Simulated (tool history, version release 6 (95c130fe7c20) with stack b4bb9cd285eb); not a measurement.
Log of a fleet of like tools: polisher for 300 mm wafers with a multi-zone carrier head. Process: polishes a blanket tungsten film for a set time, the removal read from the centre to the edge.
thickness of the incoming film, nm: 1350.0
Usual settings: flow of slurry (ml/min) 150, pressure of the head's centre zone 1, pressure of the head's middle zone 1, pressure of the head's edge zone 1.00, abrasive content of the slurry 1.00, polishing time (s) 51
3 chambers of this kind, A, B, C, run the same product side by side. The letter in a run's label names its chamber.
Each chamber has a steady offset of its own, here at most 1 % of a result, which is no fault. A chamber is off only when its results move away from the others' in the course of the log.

run     day  flow of slurry (ml/min)  pressure of the head's centre zone  pressure of the head's middle zone  pressure of the head's edge zone  abrasive content of the slurry  polishing time (s)  film removed at the wafer's centre (Å)  film removed at mid-radius (Å)  film removed at the wafer's edge (Å)
      0.229  -- chamber A: worn pad replaced by a new one
 1B   0.333                      150                                   1                                   1                              1.00                            1.00                  51                                  2503.1                          2505.5                                2509.2
 2C   0.888                      150                                   1                                   1                              1.00                            1.00                  51                                  2494.7                          2506.1                                2497.7
 3A   1.233                      150                                   1                                   1                              1.00                            1.00                  51                                  2467.3                          2484.3                                2452.2
      1.325  -- chamber C: slurry nozzle cleaned
 4B   1.708                      150                                   1                                   1                              1.00                            1.00                  51                                  2481.9                          2497.9                                2484.0
 5C   2.225                      150                                   1                                   1                              1.00                            1.00                  51                                  2528.3                          2481.8                                2515.1
      2.521  -- chamber B: edge zone pressure recalibrated
 6A   2.558                      150                                   1                                   1                              1.00                            1.00                  51                                  2475.4                          2456.6                                2464.4
 7C   3.012                      150                                   1                                   1                              1.00                            1.00                  51                                  2473.3                          2508.4                                2526.6
 8A   3.588                      150                                   1                                   1                              1.00                            1.00                  51                                  2425.0                          2467.5                                2465.5
 9B   4.117                      150                                   1                                   1                              1.00                            1.00                  51                                  2424.1                          2432.1                                2472.9
      4.362  -- chamber A: worn pad replaced by a new one
      4.433  -- chamber C: worn pad replaced by a new one
10A   4.667                      150                                   1                                   1                              1.00                            1.00                  51                                  2470.4                          2489.1                                2474.5
11B   5.225                      150                                   1                                   1                              1.00                            1.00                  51                                  2367.7                          2412.5                                2378.2
12C   5.688                      150                                   1                                   1                              1.00                            1.00                  51                                  2503.4                          2526.0                                2522.6
      5.954  -- chamber B: slurry nozzle cleaned
13B   6.138                      150                                   1                                   1                              1.04                            1.15                  51                                  2430.0                          2467.2                                2538.3
14C   6.462                      150                                   1                                   1                              1.04                            1.15                  51                                  2548.0                          2587.8                                2640.9
15A   7.029                      150                                   1                                   1                              1.04                            1.15                  51                                  2560.9                          2569.4                                2670.8
16A   7.429                      150                                   1                                   1                              1.00                            0.75                  51                                  2285.5                          2334.3                                2335.7
      7.704  -- chamber C: edge zone pressure recalibrated
17C   7.792                      150                                   1                                   1                              1.00                            0.75                  51                                  2284.9                          2360.0                                2339.0
18B   8.142                      150                                   1                                   1                              1.00                            0.75                  51                                  2186.7                          2194.0                                2211.9
      8.533  -- chamber A: worn pad replaced by a new one
19A   8.712                      150                                   1                                   1                              1.00                            1.00                  51                                  2460.0                          2502.0                                2495.6
20B   9.167                      150                                   1                                   1                              1.00                            1.00                  51                                  2308.7                          2358.5                                2334.5
21C   9.575                      150                                   1                                   1                              1.00                            1.00                  51                                  2491.8                          2510.4                                2546.1
      9.679  -- chamber C: worn pad replaced by a new one
22A   9.900                      150                                   1                                   1                              1.00                            1.00                  51                                  2472.8                          2484.4                                2453.6
23C  10.492                      150                                   1                                   1                              1.00                            1.00                  51                                  2477.0                          2479.3                                2493.8

All 3 chambers run these settings next. Forecast each chamber's results:
24A  10.933                      150                                   1                                   1                              1.00                            1.00                  51                                       ?                               ?                                     ?
24B  10.933                      150                                   1                                   1                              1.00                            1.00                  51                                       ?                               ?                                     ?
24C  10.933                      150                                   1                                   1                              1.00                            1.00                  51                                       ?                               ?                                     ?

run  film removed at the wafer's centre (Å)  film removed at mid-radius (Å)  film removed at the wafer's edge (Å)
24A                                  2495.5                          2486.2                                2499.4
24B                                  2333.5                          2279.3                                2303.4
24C                                  2500.1                          2512.1                                2485.5
